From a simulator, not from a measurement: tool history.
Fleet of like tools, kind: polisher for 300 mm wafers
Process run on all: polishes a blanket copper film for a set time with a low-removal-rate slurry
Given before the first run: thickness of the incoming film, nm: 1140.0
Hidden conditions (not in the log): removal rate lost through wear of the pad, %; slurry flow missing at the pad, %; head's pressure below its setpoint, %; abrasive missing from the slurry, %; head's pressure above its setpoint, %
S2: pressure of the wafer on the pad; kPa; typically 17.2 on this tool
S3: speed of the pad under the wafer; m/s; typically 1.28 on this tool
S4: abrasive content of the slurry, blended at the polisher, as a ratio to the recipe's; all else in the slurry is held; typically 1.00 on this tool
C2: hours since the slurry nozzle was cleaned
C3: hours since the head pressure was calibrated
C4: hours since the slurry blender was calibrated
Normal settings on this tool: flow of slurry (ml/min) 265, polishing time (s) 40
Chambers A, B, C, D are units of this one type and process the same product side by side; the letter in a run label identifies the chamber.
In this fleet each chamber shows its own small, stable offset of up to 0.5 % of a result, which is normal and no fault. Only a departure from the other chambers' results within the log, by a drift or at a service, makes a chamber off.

At hour 7.8: chamber D: worn pad replaced by a new one.
Run 1B, hour 10.6: usual settings; wafers polished on this pad 970; C2 283.8; C3 302.4; C4 78.9. Result: film removed (nm) 114.550.
At hour 13.6: chamber B: worn pad replaced by a new one.
Run 2A, hour 16.8: usual settings; wafers polished on this pad 1117; C2 185.9; C3 1259.5; C4 138.8. Result: film removed (nm) 113.180.
Run 3C, hour 27.5: usual settings; wafers polished on this pad 239; C2 111.0; C3 612.6; C4 277.8. Result: film removed (nm) 116.750.
At hour 35.0: chamber C: slurry blender recalibrated.
Run 4D, hour 35.2: usual settings; wafers polished on this pad 200; C2 51.6; C3 46.5; C4 87.1. Result: film removed (nm) 112.650.
At hour 35.3: chamber A: slurry blender recalibrated.
Run 5B, hour 42.1: usual settings; wafers polished on this pad 207; C2 315.3; C3 333.9; C4 110.4. Result: film removed (nm) 112.240.
At hour 51.7: chamber A: worn pad replaced by a new one.
Run 6C, hour 52.7: usual settings; wafers polished on this pad 422; C2 136.2; C3 637.8; C4 17.7. Result: film removed (nm) 116.100.
Run 7A, hour 62.8: usual settings; wafers polished on this pad 81; C2 231.9; C3 1305.5; C4 27.6. Result: film removed (nm) 113.790.
Run 8D, hour 70.5: usual settings; wafers polished on this pad 456; C2 86.9; C3 81.8; C4 122.4. Result: film removed (nm) 114.450.
Run 9C, hour 79.3: usual settings; wafers polished on this pad 616; C2 162.8; C3 664.4; C4 44.3. Result: film removed (nm) 114.290.
At hour 85.7: chamber C: worn pad replaced by a new one.
Run 10A, hour 88.5: usual settings but flow of slurry (ml/min) 355, polishing time (s) 35; wafers polished on this pad 268; C2 257.6; C3 1331.2; C4 53.3. Result: film removed (nm) 101.750.
Run 11D, hour 98.9: usual settings but flow of slurry (ml/min) 355, polishing time (s) 35; wafers polished on this pad 663; C2 115.3; C3 110.2; C4 150.8. Result: film removed (nm) 100.460.
Run 12B, hour 110.7: usual settings but flow of slurry (ml/min) 355, polishing time (s) 35; wafers polished on this pad 706; C2 383.9; C3 402.5; C4 179.0. Result: film removed (nm) 101.020.
Run 13A, hour 116.8: usual settings but flow of slurry (ml/min) 355, polishing time (s) 35; wafers polished on this pad 473; C2 285.9; C3 1359.5; C4 81.6. Result: film removed (nm) 99.989.
Run 14C, hour 122.1: usual settings; wafers polished on this pad 264; C2 205.6; C3 707.2; C4 87.1. Result: film removed (nm) 113.220.
At hour 128.4: chamber D: worn pad replaced by a new one.
At hour 129.9: chamber B: worn pad replaced by a new one.
Run 15D, hour 131.9: usual settings; wafers polished on this pad 25; C2 148.3; C3 143.2; C4 183.8. Result: film removed (nm) 114.680.
At hour 135.9: chamber D: slurry blender recalibrated.
Run 16B, hour 144.0: usual settings but S4 0.85, polishing time (s) 47; wafers polished on this pad 103; C2 417.2; C3 435.8; C4 212.3. Result: film removed (nm) 129.310.
At hour 149.5: chamber A: head pressure recalibrated.
At hour 149.9: chamber B: head pressure recalibrated.
Run 17A, hour 155.9: usual settings but S4 0.85, polishing time (s) 47; wafers polished on this pad 758; C2 325.0; C3 6.5; C4 120.7. Result: film removed (nm) 118.020.
Run 18D, hour 166.6: usual settings but S4 0.85, polishing time (s) 47; wafers polished on this pad 278; C2 183.0; C3 177.9; C4 30.8. Result: film removed (nm) 129.240.
Run 19B, hour 172.0: usual settings but S4 0.85, polishing time (s) 47; wafers polished on this pad 307; C2 445.2; C3 22.1; C4 240.3. Result: film removed (nm) 127.420.
Run 20C, hour 183.3: usual settings but S3 1.56 m/s; wafers polished on this pad 710; C2 266.8; C3 768.4; C4 148.3. Result: film removed (nm) 142.070.
At hour 188.2: chamber A: slurry blender recalibrated.
At hour 190.6: chamber C: worn pad replaced by a new one.
Run 21C, hour 190.6: usual settings but S3 1.56 m/s; wafers polished on this pad 0; C2 274.1; C3 775.7; C4 155.6. Result: film removed (nm) 141.070.
At hour 192.8: chamber B: slurry blender recalibrated.
Run 22D, hour 200.4: usual settings but S3 1.56 m/s; wafers polished on this pad 524; C2 216.8; C3 211.7; C4 64.6. Result: film removed (nm) 142.000.
Run 23B, hour 207.3: usual settings but S3 1.56 m/s; wafers polished on this pad 563; C2 480.5; C3 57.4; C4 14.6. Result: film removed (nm) 136.150.
Run 24A, hour 218.2: usual settings but S4 0.75; wafers polished on this pad 1211; C2 387.3; C3 68.8; C4 30.1. Result: film removed (nm) 97.723.
Run 25A, hour 224.1: usual settings but S4 0.75; wafers polished on this pad 1254; C2 393.2; C3 74.7; C4 36.0. Result: film removed (nm) 97.497.
Run 26D, hour 230.5: usual settings but S4 0.75; wafers polished on this pad 743; C2 246.9; C3 241.8; C4 94.7. Result: film removed (nm) 106.730.
Run 27B, hour 241.1: usual settings but S4 0.75; wafers polished on this pad 809; C2 514.3; C3 91.2; C4 48.4. Result: film removed (nm) 109.410.
At hour 246.1: chamber A: worn pad replaced by a new one.
Run 28C, hour 250.6: usual settings; wafers polished on this pad 436; C2 334.1; C3 835.7; C4 215.6. Result: film removed (nm) 114.160.
At hour 257.2: chamber B: worn pad replaced by a new one.
Run 29A, hour 262.6: usual settings; wafers polished on this pad 120; C2 431.7; C3 113.2; C4 74.5. Result: film removed (nm) 101.690.
At hour 265.8: chamber D: worn pad replaced by a new one.
Run 30D, hour 273.2: usual settings; wafers polished on this pad 54; C2 289.6; C3 284.5; C4 137.4. Result: film removed (nm) 109.550.
At hour 283.9: chamber C: worn pad replaced by a new one.
Run 31C, hour 284.0: usual settings; wafers polished on this pad 0; C2 367.5; C3 869.1; C4 249.0. Result: film removed (nm) 115.540.
Run 32B, hour 294.3: usual settings; wafers polished on this pad 270; C2 567.5; C3 144.4; C4 101.6. Result: film removed (nm) 115.110.
Run 33A, hour 300.2: usual settings; wafers polished on this pad 393; C2 469.3; C3 150.8; C4 112.1. Result: film removed (nm) 104.030.
Run 34C, hour 311.4: usual settings; wafers polished on this pad 200; C2 394.9; C3 896.5; C4 276.4. Result: film removed (nm) 110.790.
Run 35D, hour 317.0: usual settings but S2 20.0 kPa, S4 1.15; wafers polished on this pad 373; C2 333.4; C3 328.3; C4 181.2. Result: film removed (nm) 135.200.

All 4 chambers run these settings next. Forecast each chamber's results:
Run 36A, hour 325.7: usual settings but S4 0.70. Result: film removed (nm) ?.
Run 36B, hour 325.7: usual settings but S4 0.70. Result: film removed (nm) ?.
Run 36C, hour 325.7: usual settings but S4 0.70. Result: film removed (nm) ?.
Run 36D, hour 325.7: usual settings but S4 0.70. Result: film removed (nm) ?.

run  film removed (nm)
36A             92.607
36B            107.110
36C            107.530
36D            103.290
